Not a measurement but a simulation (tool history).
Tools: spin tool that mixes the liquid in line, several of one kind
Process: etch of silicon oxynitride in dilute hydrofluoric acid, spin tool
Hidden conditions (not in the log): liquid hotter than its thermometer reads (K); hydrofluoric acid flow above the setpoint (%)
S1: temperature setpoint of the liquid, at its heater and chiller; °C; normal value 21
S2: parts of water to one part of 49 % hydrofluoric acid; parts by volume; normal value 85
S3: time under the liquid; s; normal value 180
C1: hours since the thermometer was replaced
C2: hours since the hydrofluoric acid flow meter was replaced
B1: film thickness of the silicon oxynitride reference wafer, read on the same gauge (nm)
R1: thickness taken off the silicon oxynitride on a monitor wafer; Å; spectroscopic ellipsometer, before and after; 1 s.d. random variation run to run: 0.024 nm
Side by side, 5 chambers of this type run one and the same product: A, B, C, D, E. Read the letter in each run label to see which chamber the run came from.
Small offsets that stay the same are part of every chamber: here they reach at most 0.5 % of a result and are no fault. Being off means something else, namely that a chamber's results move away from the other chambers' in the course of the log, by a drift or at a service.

Run 1A, hour 7.4: usual settings; C1 1157.0; C2 663.9; B1 40.003. Result: R1 28.574 Å.
At hour 9.9: chamber C: hydrofluoric acid flow meter replaced.
Run 2D, hour 14.9: usual settings; C1 265.1; C2 299.9; B1 40.015. Result: R1 28.499 Å.
Run 3C, hour 23.4: usual settings; C1 1033.9; C2 13.6; B1 39.994. Result: R1 29.191 Å.
Run 4B, hour 28.3: usual settings; C1 1919.1; C2 375.6; B1 39.964. Result: R1 29.274 Å.
Run 5E, hour 35.1: usual settings; C1 347.6; C2 1745.2; B1 40.018. Result: R1 28.601 Å.
Run 6B, hour 44.6: usual settings; C1 1935.4; C2 391.9; B1 40.007. Result: R1 28.615 Å.
Run 7D, hour 50.8: usual settings; C1 301.0; C2 335.8; B1 40.011. Result: R1 28.475 Å.
Run 8A, hour 57.3: usual settings; C1 1206.9; C2 713.8; B1 40.012. Result: R1 28.712 Å.
Run 9E, hour 64.6: usual settings; C1 377.1; C2 1774.7; B1 39.961. Result: R1 28.616 Å.
Run 10C, hour 69.9: usual settings; C1 1080.4; C2 60.1; B1 40.012. Result: R1 28.616 Å.
Run 11C, hour 80.7: usual settings; C1 1091.2; C2 70.9; B1 40.006. Result: R1 28.497 Å.
Run 12B, hour 90.5: usual settings; C1 1981.3; C2 437.8; B1 39.964. Result: R1 29.173 Å.
Run 13E, hour 100.6: usual settings but S2 110 parts by volume, S3 230 s; C1 413.1; C2 1810.7; B1 39.985. Result: R1 27.849 Å.
At hour 107.1: chamber B: thermometer replaced.
Run 14A, hour 111.2: usual settings but S2 110 parts by volume, S3 230 s; C1 1260.8; C2 767.7; B1 39.971. Result: R1 27.675 Å.
Run 15D, hour 119.6: usual settings but S2 110 parts by volume, S3 230 s; C1 369.8; C2 404.6; B1 39.984. Result: R1 27.764 Å.
Run 16E, hour 127.7: usual settings but S2 110 parts by volume, S3 230 s; C1 440.2; C2 1837.8; B1 39.995. Result: R1 28.127 Å.
Run 17C, hour 134.6: usual settings but S2 110 parts by volume, S3 230 s; C1 1145.1; C2 124.8; B1 40.002. Result: R1 28.118 Å.
Run 18B, hour 140.4: usual settings; C1 33.3; C2 487.7; B1 39.995. Result: R1 28.354 Å.
Run 19D, hour 151.1: usual settings but S3 115 s; C1 401.3; C2 436.1; B1 40.023. Result: R1 18.459 Å.
Run 20A, hour 157.8: usual settings but S3 115 s; C1 1307.4; C2 814.3; B1 39.982. Result: R1 18.548 Å.
At hour 162.0: chamber B: hydrofluoric acid flow meter replaced.
Run 21A, hour 165.2: usual settings but S3 115 s; C1 1314.8; C2 821.7; B1 40.004. Result: R1 19.035 Å.
Run 22D, hour 170.4: usual settings but S3 115 s; C1 420.6; C2 455.4; B1 40.020. Result: R1 18.407 Å.
Run 23B, hour 176.1: usual settings but S3 115 s; C1 69.0; C2 14.2; B1 40.016. Result: R1 18.195 Å.
Run 24C, hour 185.3: usual settings; C1 1195.8; C2 175.5; B1 39.973. Result: R1 28.944 Å.
Run 25E, hour 190.3: usual settings; C1 502.8; C2 1900.4; B1 39.971. Result: R1 28.792 Å.
Run 26C, hour 195.6: usual settings; C1 1206.1; C2 185.8; B1 39.993. Result: R1 28.507 Å.
Run 27A, hour 203.5: usual settings; C1 1353.1; C2 860.0; B1 40.008. Result: R1 29.938 Å.
Run 28E, hour 209.4: usual settings; C1 521.9; C2 1919.5; B1 40.021. Result: R1 28.551 Å.
Run 29B, hour 215.3: usual settings; C1 108.2; C2 53.4; B1 40.007. Result: R1 28.898 Å.
Run 30D, hour 220.4: usual settings; C1 470.6; C2 505.4; B1 40.028. Result: R1 28.787 Å.
Run 31B, hour 226.6: usual settings; C1 119.5; C2 64.7; B1 40.025. Result: R1 28.323 Å.
Run 32C, hour 234.8: usual settings; C1 1245.3; C2 225.0; B1 39.955. Result: R1 28.748 Å.
At hour 243.7: chamber E: hydrofluoric acid flow meter replaced.
Run 33D, hour 245.0: usual settings; C1 495.2; C2 530.0; B1 39.997. Result: R1 28.885 Å.
Run 34A, hour 254.3: usual settings; C1 1403.9; C2 910.8; B1 39.936. Result: R1 30.168 Å.
Run 35E, hour 264.6: usual settings; C1 577.1; C2 20.9; B1 39.980. Result: R1 28.867 Å.
Run 36A, hour 274.1: usual settings; C1 1423.7; C2 930.6; B1 39.989. Result: R1 30.549 Å.
Run 37B, hour 281.4: usual settings but S3 260 s; C1 174.3; C2 119.5; B1 40.022. Result: R1 41.532 Å.
At hour 289.8: chamber E: thermometer replaced.
Run 38C, hour 292.1: usual settings but S3 260 s; C1 1302.6; C2 282.3; B1 40.026. Result: R1 41.317 Å.
Run 39E, hour 300.9: usual settings but S3 260 s; C1 11.1; C2 57.2; B1 40.027. Result: R1 41.415 Å.
Run 40D, hour 305.7: usual settings but S3 260 s; C1 555.9; C2 590.7; B1 39.980. Result: R1 41.773 Å.
Run 41C, hour 315.4: usual settings but S3 260 s; C1 1325.9; C2 305.6; B1 40.023. Result: R1 41.578 Å.
Run 42A, hour 320.8: usual settings; C1 1470.4; C2 977.3; B1 39.996. Result: R1 31.215 Å.

Next, every chamber runs the same settings. What will each give?
Run 43A, hour 328.7: usual settings but S1 23 °C. Result: R1 ?.
Run 43B, hour 328.7: usual settings but S1 23 °C. Result: R1 ?.
Run 43C, hour 328.7: usual settings but S1 23 °C. Result: R1 ?.
Run 43D, hour 328.7: usual settings but S1 23 °C. Result: R1 ?.
Run 43E, hour 328.7: usual settings but S1 23 °C. Result: R1 ?.

run      R1
43A  34.260
43B  32.011
43C  31.638
43D  31.711
43E  31.361
